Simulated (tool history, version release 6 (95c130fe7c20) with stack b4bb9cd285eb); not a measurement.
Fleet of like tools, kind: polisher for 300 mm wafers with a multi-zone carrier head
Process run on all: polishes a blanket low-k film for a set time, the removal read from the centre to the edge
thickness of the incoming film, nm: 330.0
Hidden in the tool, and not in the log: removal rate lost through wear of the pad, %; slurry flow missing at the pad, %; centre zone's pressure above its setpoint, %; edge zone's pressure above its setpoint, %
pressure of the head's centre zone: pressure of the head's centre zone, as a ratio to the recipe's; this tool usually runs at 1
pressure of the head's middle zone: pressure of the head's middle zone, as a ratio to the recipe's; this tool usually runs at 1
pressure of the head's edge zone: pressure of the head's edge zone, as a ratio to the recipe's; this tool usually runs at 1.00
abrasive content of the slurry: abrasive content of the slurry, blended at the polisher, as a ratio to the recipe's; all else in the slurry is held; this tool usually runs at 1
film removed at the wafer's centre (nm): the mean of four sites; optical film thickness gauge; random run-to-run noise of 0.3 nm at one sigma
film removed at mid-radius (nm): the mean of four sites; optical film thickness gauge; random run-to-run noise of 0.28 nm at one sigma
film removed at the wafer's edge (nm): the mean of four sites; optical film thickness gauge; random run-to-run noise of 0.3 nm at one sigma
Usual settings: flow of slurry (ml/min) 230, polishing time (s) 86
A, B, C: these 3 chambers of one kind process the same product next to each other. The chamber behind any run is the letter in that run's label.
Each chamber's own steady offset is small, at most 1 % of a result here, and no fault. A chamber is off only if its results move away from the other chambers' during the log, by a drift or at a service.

run	day	flow of slurry (ml/min)	pressure of the head's centre zone	pressure of the head's middle zone	pressure of the head's edge zone	abrasive content of the slurry	polishing time (s)	wafers polished on this pad	hours since the slurry nozzle was cleaned	hours since the centre zone pressure was calibrated	hours since the edge zone pressure was calibrated	film removed at the wafer's centre (nm)	film removed at mid-radius (nm)	film removed at the wafer's edge (nm)
1B	0.567	230	1	1	1.00	1	86	480	119.3	270.6	70.9	40.134	39.626	40.097
2A	1.058	230	1	1	1.00	1	86	328	144.0	355.9	110.2	40.276	40.616	39.890
3C	1.562	230	1	1	1.00	1	86	315	147.9	83.1	399.9	40.162	39.859	40.394
4A	2.083	230	1	1	1.00	1	86	490	168.6	380.5	134.8	39.714	40.062	40.176
# day 2.529: chamber B: worn pad replaced by a new one
5B	2.621	230	1	1	1.00	1	86	14	168.6	319.9	120.2	39.626	39.626	39.299
# day 3.146: chamber A: worn pad replaced by a new one
6C	3.171	230	1	1	1.00	1	86	570	186.5	121.7	438.5	39.730	39.857	39.954
7B	3.721	230	1	1	1.00	1	86	188	195.0	346.3	146.6	40.631	40.689	39.916
8C	4.329	230	1	1	1.00	1	86	753	214.3	149.5	466.3	40.264	40.193	40.058
9A	4.729	230	1	1	1.00	1	67	251	232.1	444.0	198.3	30.849	30.842	30.964
10A	5.279	230	1	1	1.00	1	67	338	245.3	457.2	211.5	30.992	30.545	30.811
11B	5.904	230	1	1	1.00	1	67	534	247.4	398.7	199.0	31.060	30.848	30.769
12C	6.183	230	1	1	1.00	1	86	1046	258.8	194.0	510.8	40.152	39.790	39.386
13B	6.754	230	1	1	1.00	1	86	668	267.8	419.1	219.4	40.134	40.279	39.627
# day 6.879: chamber C: worn pad replaced by a new one
14A	7.204	230	1	1	1.00	1	86	642	291.5	503.4	257.7	38.835	38.765	38.261
# day 7.358: chamber B: slurry nozzle cleaned
15C	7.812	230	1	1	1.00	1	86	147	297.9	233.1	549.9	40.003	40.409	40.218
# day 8.071: chamber A: worn pad replaced by a new one
16B	8.104	230	1	1	1.00	1	86	882	17.9	451.5	251.8	40.152	39.818	39.657
# day 8.562: chamber B: worn pad replaced by a new one
17A	8.700	230	1	1	1.00	1	86	99	327.4	539.3	293.6	37.401	37.959	38.850
18C	9.204	230	1	1	1.06	1	86	368	331.3	266.5	583.3	39.692	40.330	41.507
19A	9.821	230	1	1	1.06	1	86	276	354.3	566.2	320.5	36.600	37.052	39.354
20B	10.117	230	1	1	1.06	1	86	246	66.2	499.8	300.1	39.753	39.363	41.144

Which is it: a chamber that has drifted or been left off by a service, a gauge drift common to all chambers, or only each chamber's usual small offset? If a chamber is off, name it and its likeliest cause.

Little by little, chamber A moves away from the other chambers.
What lies behind it: slurry flow missing at the pad, % = 42.

Here are 4 candidates for chamber A's next run, each the usual settings with a change, their results left as question marks. Which one brings its results back in line with what the others give on the usual settings?
Counts as in line when no further than this from what the other chambers average on the usual settings: film removed at the wafer's centre (nm) 1.100; film removed at mid-radius (nm) 0.970; film removed at the wafer's edge (nm) 1.000
21A-1	10.567	220	0.97	0.98	1.02	0.95	79					?	?	?
21A-2	10.567	240	1.02	1.02	0.98	1.00	92					?	?	?
21A-3	10.567	240	1.03	1.02	0.98	1.05	94					?	?	?
21A-4	10.567	220	0.98	0.98	1.02	1.00	81					?	?	?

Usual-settings mean across the other chambers: film removed at the wafer's centre (nm) 40.011; film removed at mid-radius (nm) 39.937; film removed at the wafer's edge (nm) 39.897
run	film removed at the wafer's centre (nm)	film removed at mid-radius (nm)	film removed at the wafer's edge (nm)
21A-1	31.128	31.799	33.653
21A-2	40.113	40.079	39.823
21A-3	42.383	41.889	41.624
21A-4	33.088	33.415	35.366
With 21A-2, the chamber falls back in line with the rest.

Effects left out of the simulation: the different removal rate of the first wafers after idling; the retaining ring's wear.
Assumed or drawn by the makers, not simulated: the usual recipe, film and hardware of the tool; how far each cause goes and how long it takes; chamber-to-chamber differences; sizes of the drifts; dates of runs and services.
